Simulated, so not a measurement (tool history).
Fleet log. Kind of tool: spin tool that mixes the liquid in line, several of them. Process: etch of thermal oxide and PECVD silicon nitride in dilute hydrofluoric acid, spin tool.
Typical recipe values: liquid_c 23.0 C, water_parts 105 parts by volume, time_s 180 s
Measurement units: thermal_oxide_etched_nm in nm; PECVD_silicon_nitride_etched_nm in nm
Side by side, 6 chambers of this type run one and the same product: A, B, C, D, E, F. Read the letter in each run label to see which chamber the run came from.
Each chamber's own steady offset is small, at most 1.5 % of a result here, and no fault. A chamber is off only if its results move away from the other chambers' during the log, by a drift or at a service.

run   hour  liquid_c  water_parts  time_s  read-back film thickness of the thermal oxide reference wafer, read on the same gauge (nm)  read-back film thickness of the PECVD silicon nitride reference wafer, read on the same gauge (nm)  thermal_oxide_etched_nm  PECVD_silicon_nitride_etched_nm
 1B    4.4      23.0          105     180                                                                                      89.977                                                                                              59.987                   7.7358                           3.7825
 2D   12.9      23.0          105     180                                                                                      89.992                                                                                              60.005                   7.7527                           3.7819
 3E   20.6      23.0          105     180                                                                                      89.983                                                                                              59.986                   7.8525                           3.8008
 4F   28.6      23.0          105     180                                                                                      90.000                                                                                              59.991                   7.8155                           3.7622
 5C   33.0      23.0          105     180                                                                                      90.004                                                                                              59.980                   7.8118                           3.8357
 6A   41.2      23.0          105     180                                                                                      89.993                                                                                              59.982                   7.8206                           3.7395
 7B   49.8      23.0          105     180                                                                                      90.031                                                                                              59.968                   7.7312                           3.7257
 8E   55.7      23.0          105     180                                                                                      90.013                                                                                              60.017                   7.8052                           3.7880
 9A   60.6      23.0          105     180                                                                                      90.019                                                                                              60.008                   7.6742                           3.7479
10D   68.7      23.0          105     180                                                                                      90.012                                                                                              60.012                   7.7113                           3.7886
11F   77.6      23.0          105     180                                                                                      89.982                                                                                              60.009                   7.8082                           3.7285
12C   84.4      23.0          105     180                                                                                      90.022                                                                                              60.004                   7.7948                           3.7772
13D   92.7      23.0          105     180                                                                                      89.972                                                                                              59.990                   7.7196                           3.7629
14C  100.2      23.0          105     180                                                                                      90.008                                                                                              59.998                   7.7115                           3.8214
15B  105.2      23.0          105     180                                                                                      89.982                                                                                              59.979                   7.7200                           3.7478
16E  113.8      27.5          145     180                                                                                      89.998                                                                                              59.987                   6.3555                           3.6811
17F  119.7      27.5          145     180                                                                                      90.018                                                                                              60.016                   6.4520                           3.5996
18A  128.1      27.5          145     180                                                                                      90.003                                                                                              59.992                   6.3536                           3.6419
19D  133.1      27.5          145     180                                                                                      90.016                                                                                              59.992                   6.3658                           3.6734
20A  140.7      27.5          145     180                                                                                      89.970                                                                                              59.988                   6.2968                           3.6442
21F  149.8      27.5          145     180                                                                                      89.984                                                                                              59.978                   6.4579                           3.6697
22C  155.5      25.0          105     180                                                                                      89.999                                                                                              59.996                   8.4830                           4.2818
23B  160.4      25.0          105     180                                                                                      90.008                                                                                              59.994                   8.3917                           4.2984
24E  165.3      25.0          105     180                                                                                      90.015                                                                                              59.990                   8.4029                           4.3453
25F  174.4      25.0          105     180                                                                                      89.971                                                                                              60.007                   8.5186                           4.2691
26B  178.4      25.0          105     180                                                                                      90.021                                                                                              60.002                   8.4208                           4.2428
27D  183.4      25.0          105     180                                                                                      89.985                                                                                              59.994                   8.4771                           4.2837
28C  188.2      23.0          105     180                                                                                      89.992                                                                                              60.015                   7.6968                           3.7770
29A  195.0      23.0          105     180                                                                                      90.009                                                                                              60.003                   7.6809                           3.7227
30E  199.5      23.0          105     180                                                                                      90.031                                                                                              60.005                   7.8126                           3.8099
31A  205.9      19.0          105     180                                                                                      89.982                                                                                              60.000                   6.6368                           2.8501
32E  214.5      19.0          105     180                                                                                      90.006                                                                                              59.983                   6.6464                           2.9463
33C  220.2      19.0          105     180                                                                                      89.958                                                                                              60.003                   6.5941                           2.9185
     223.3  -- chamber F: hydrofluoric acid flow meter replaced
34B  228.4      19.0          105     180                                                                                      89.993                                                                                              59.981                   6.5722                           2.8468
35D  236.8      19.0          105     180                                                                                      89.977                                                                                              60.003                   6.6190                           2.9016
36F  241.4      19.0          105     180                                                                                      90.012                                                                                              59.985                   6.6728                           2.8372
37E  248.8      23.0          105     180                                                                                      89.985                                                                                              60.001                   7.7996                           3.7739
38B  252.9      23.0          105     180                                                                                      89.992                                                                                              60.007                   7.7467                           3.7443
39C  261.0      23.0          105     180                                                                                      90.011                                                                                              60.010                   7.6942                           3.7928
40D  269.8      23.0          105     180                                                                                      90.002                                                                                              60.014                   7.7899                           3.7447
41A  276.1      23.0          105     180                                                                                      90.023                                                                                              59.987                   7.7509                           3.7638
42F  281.2      25.5          105     220                                                                                      89.996                                                                                              60.025                  10.3650                           5.3633
43A  286.6      25.5          105     220                                                                                      90.025                                                                                              60.008                  10.5110                           5.4292

For the next run the whole fleet of 6 chambers uses the same settings. Give each chamber's results:
44A  293.1      23.0          105     180                                                                                                                                                                                                                        ?                                ?
44B  293.1      23.0          105     180                                                                                                                                                                                                                        ?                                ?
44C  293.1      23.0          105     180                                                                                                                                                                                                                        ?                                ?
44D  293.1      23.0          105     180                                                                                                                                                                                                                        ?                                ?
44E  293.1      23.0          105     180                                                                                                                                                                                                                        ?                                ?
44F  293.1      23.0          105     180                                                                                                                                                                                                                        ?                                ?

run  thermal_oxide_etched_nm  PECVD_silicon_nitride_etched_nm
44A                   7.7164                           3.7724
44B                   7.7270                           3.7640
44C                   7.8362                           3.7335
44D                   7.7663                           3.7428
44E                   7.7118                           3.7980
44F                   7.8022                           3.7444

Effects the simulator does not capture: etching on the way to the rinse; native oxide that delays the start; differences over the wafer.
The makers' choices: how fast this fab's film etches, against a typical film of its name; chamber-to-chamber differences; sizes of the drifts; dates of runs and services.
